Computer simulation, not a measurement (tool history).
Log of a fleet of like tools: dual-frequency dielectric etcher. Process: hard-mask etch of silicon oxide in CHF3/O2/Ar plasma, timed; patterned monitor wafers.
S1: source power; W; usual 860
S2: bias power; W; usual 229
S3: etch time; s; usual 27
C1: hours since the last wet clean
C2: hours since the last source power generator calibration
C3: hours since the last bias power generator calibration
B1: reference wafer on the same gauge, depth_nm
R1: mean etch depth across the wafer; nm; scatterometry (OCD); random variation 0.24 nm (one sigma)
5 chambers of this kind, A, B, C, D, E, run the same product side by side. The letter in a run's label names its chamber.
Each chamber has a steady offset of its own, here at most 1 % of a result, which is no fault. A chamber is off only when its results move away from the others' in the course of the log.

run 1E day=0.250 | S1=860 S2=229 S3=27 | C1=480.9 C2=661.7 C3=3370.8 | B1=61.742 | R1=66.621
run 2D day=0.517 | S1=860 S2=229 S3=27 | C1=318.0 C2=2224.5 C3=479.2 | B1=61.637 | R1=66.267
run 3A day=0.788 | S1=860 S2=229 S3=27 | C1=285.6 C2=2604.7 C3=2536.9 | B1=61.699 | R1=65.990
run 4C day=1.017 | S1=860 S2=229 S3=27 | C1=176.6 C2=3817.0 C3=907.0 | B1=61.642 | R1=66.779
run 5B day=1.308 | S1=860 S2=229 S3=27 | C1=124.4 C2=306.8 C3=680.6 | B1=61.657 | R1=65.849
run 6B day=1.483 | S1=860 S2=229 S3=27 | C1=128.6 C2=311.0 C3=684.8 | B1=61.773 | R1=66.417
run 7C day=1.621 | S1=860 S2=229 S3=27 | C1=191.1 C2=3831.5 C3=921.5 | B1=61.717 | R1=66.890
run 8D day=1.762 | S1=860 S2=229 S3=27 | C1=347.9 C2=2254.4 C3=509.1 | B1=61.734 | R1=66.148
run 9A day=2.029 | S1=860 S2=229 S3=27 | C1=315.4 C2=2634.5 C3=2566.7 | B1=61.692 | R1=66.636
run 10E day=2.167 | S1=860 S2=229 S3=27 | C1=526.9 C2=707.7 C3=3416.8 | B1=61.697 | R1=66.103
run 11D day=2.350 | S1=860 S2=229 S3=27 | C1=362.0 C2=2268.5 C3=523.2 | B1=61.708 | R1=66.402
run 12E day=2.504 | S1=860 S2=229 S3=27 | C1=535.0 C2=715.8 C3=3424.9 | B1=61.714 | R1=66.202
run 13B day=2.721 | S1=860 S2=229 S3=27 | C1=158.3 C2=340.7 C3=714.5 | B1=61.743 | R1=65.734
run 14C day=2.933 | S1=860 S2=229 S3=27 | C1=222.6 C2=3863.0 C3=953.0 | B1=61.770 | R1=66.957
run 15A day=3.242 | S1=860 S2=229 S3=27 | C1=344.5 C2=2663.6 C3=2595.8 | B1=61.648 | R1=66.195
run 16B day=3.392 | S1=860 S2=229 S3=27 | C1=174.4 C2=356.8 C3=730.6 | B1=61.748 | R1=65.958
run 17E day=3.600 | S1=860 S2=190 S3=24 | C1=561.3 C2=742.1 C3=3451.2 | B1=61.740 | R1=55.463
-- day=3.654 chamber E: wet clean of the chamber
run 18D day=3.762 | S1=860 S2=190 S3=24 | C1=395.9 C2=2302.4 C3=557.1 | B1=61.694 | R1=55.101
run 19C day=4.021 | S1=860 S2=190 S3=24 | C1=248.7 C2=3889.1 C3=979.1 | B1=61.722 | R1=55.700
run 20A day=4.188 | S1=860 S2=190 S3=24 | C1=367.2 C2=2686.3 C3=2618.5 | B1=61.706 | R1=55.910
run 21C day=4.383 | S1=860 S2=190 S3=24 | C1=257.4 C2=3897.8 C3=987.8 | B1=61.725 | R1=55.531
run 22A day=4.696 | S1=780 S2=229 S3=27 | C1=379.4 C2=2698.5 C3=2630.7 | B1=61.651 | R1=64.439
run 23D day=4.854 | S1=780 S2=229 S3=27 | C1=422.1 C2=2328.6 C3=583.3 | B1=61.762 | R1=64.231
run 24B day=4.996 | S1=780 S2=229 S3=27 | C1=212.9 C2=395.3 C3=769.1 | B1=61.765 | R1=63.299
run 25E day=5.208 | S1=780 S2=229 S3=27 | C1=37.4 C2=780.7 C3=3489.8 | B1=61.691 | R1=61.558
run 26E day=5.388 | S1=780 S2=229 S3=27 | C1=41.7 C2=785.0 C3=3494.1 | B1=61.669 | R1=60.952
run 27A day=5.567 | S1=860 S2=229 S3=27 | C1=400.3 C2=2719.4 C3=2651.6 | B1=61.691 | R1=66.847
run 28C day=5.733 | S1=860 S2=229 S3=27 | C1=289.8 C2=3930.2 C3=1020.2 | B1=61.738 | R1=67.025
run 29B day=6.017 | S1=860 S2=229 S3=27 | C1=237.4 C2=419.8 C3=793.6 | B1=61.733 | R1=66.029
run 30D day=6.250 | S1=860 S2=229 S3=27 | C1=455.6 C2=2362.1 C3=616.8 | B1=61.742 | R1=66.067
run 31E day=6.479 | S1=860 S2=229 S3=27 | C1=67.9 C2=811.2 C3=3520.3 | B1=61.739 | R1=63.527
run 32A day=6.738 | S1=860 S2=229 S3=27 | C1=428.4 C2=2747.5 C3=2679.7 | B1=61.668 | R1=66.440
run 33D day=6.950 | S1=860 S2=229 S3=27 | C1=472.4 C2=2378.9 C3=633.6 | B1=61.713 | R1=66.486
-- day=7.158 chamber A: bias power generator calibrated
run 34C day=7.254 | S1=860 S2=229 S3=27 | C1=326.3 C2=3966.7 C3=1056.7 | B1=61.708 | R1=66.749
run 35B day=7.500 | S1=700 S2=178 S3=27 | C1=273.0 C2=455.4 C3=829.2 | B1=61.693 | R1=55.696
run 36C day=7.679 | S1=700 S2=178 S3=27 | C1=336.5 C2=3976.9 C3=1066.9 | B1=61.674 | R1=56.857
-- day=7.896 chamber A: wet clean of the chamber
run 37E day=7.921 | S1=700 S2=178 S3=27 | C1=102.5 C2=845.8 C3=3554.9 | B1=61.688 | R1=54.054
run 38A day=8.100 | S1=700 S2=178 S3=27 | C1=4.9 C2=2780.2 C3=22.7 | B1=61.689 | R1=56.250
run 39D day=8.346 | S1=700 S2=178 S3=27 | C1=505.9 C2=2412.4 C3=667.1 | B1=61.657 | R1=56.184
run 40B day=8.633 | S1=860 S2=229 S3=27 | C1=300.2 C2=482.6 C3=856.4 | B1=61.662 | R1=66.186
run 41B day=8.942 | S1=860 S2=229 S3=23 | C1=307.6 C2=490.0 C3=863.8 | B1=61.706 | R1=55.875
run 42E day=9.133 | S1=860 S2=229 S3=23 | C1=131.6 C2=874.9 C3=3584.0 | B1=61.729 | R1=54.020
run 43A day=9.317 | S1=860 S2=229 S3=23 | C1=34.1 C2=2809.4 C3=51.9 | B1=61.732 | R1=57.069
run 44D day=9.538 | S1=860 S2=229 S3=23 | C1=534.5 C2=2441.0 C3=695.7 | B1=61.676 | R1=56.728

What goes on in this fleet: one chamber off, a drifting gauge, or nothing beyond the chambers' own small offsets? Name the chamber and the cause, if any.

A service left chamber E off against the others.
Cause: etch rate under this chamber's usual, % = 4.35.

Here are 4 candidates for chamber E's next run, each the usual settings with a change, their results left as question marks. Which one brings its results back in line with what the others give on the usual settings?
In line means no further than this from the other chambers' mean on the usual settings: R1 0.820 nm
run 45E-1 day=9.762 | S1=860 S2=229 S3=27.5 | R1=?
run 45E-2 day=9.762 | S1=800 S2=216 S3=27.0 | R1=?
run 45E-3 day=9.762 | S1=960 S2=229 S3=27.0 | R1=?
run 45E-4 day=9.762 | S1=860 S2=229 S3=26.5 | R1=?

The other chambers' mean on the usual settings: R1 66.338 nm
run=45E-1 R1=64.547
run=45E-2 R1=60.441
run=45E-3 R1=66.060
run=45E-4 R1=62.200
45E-3 brings the chamber back in line.
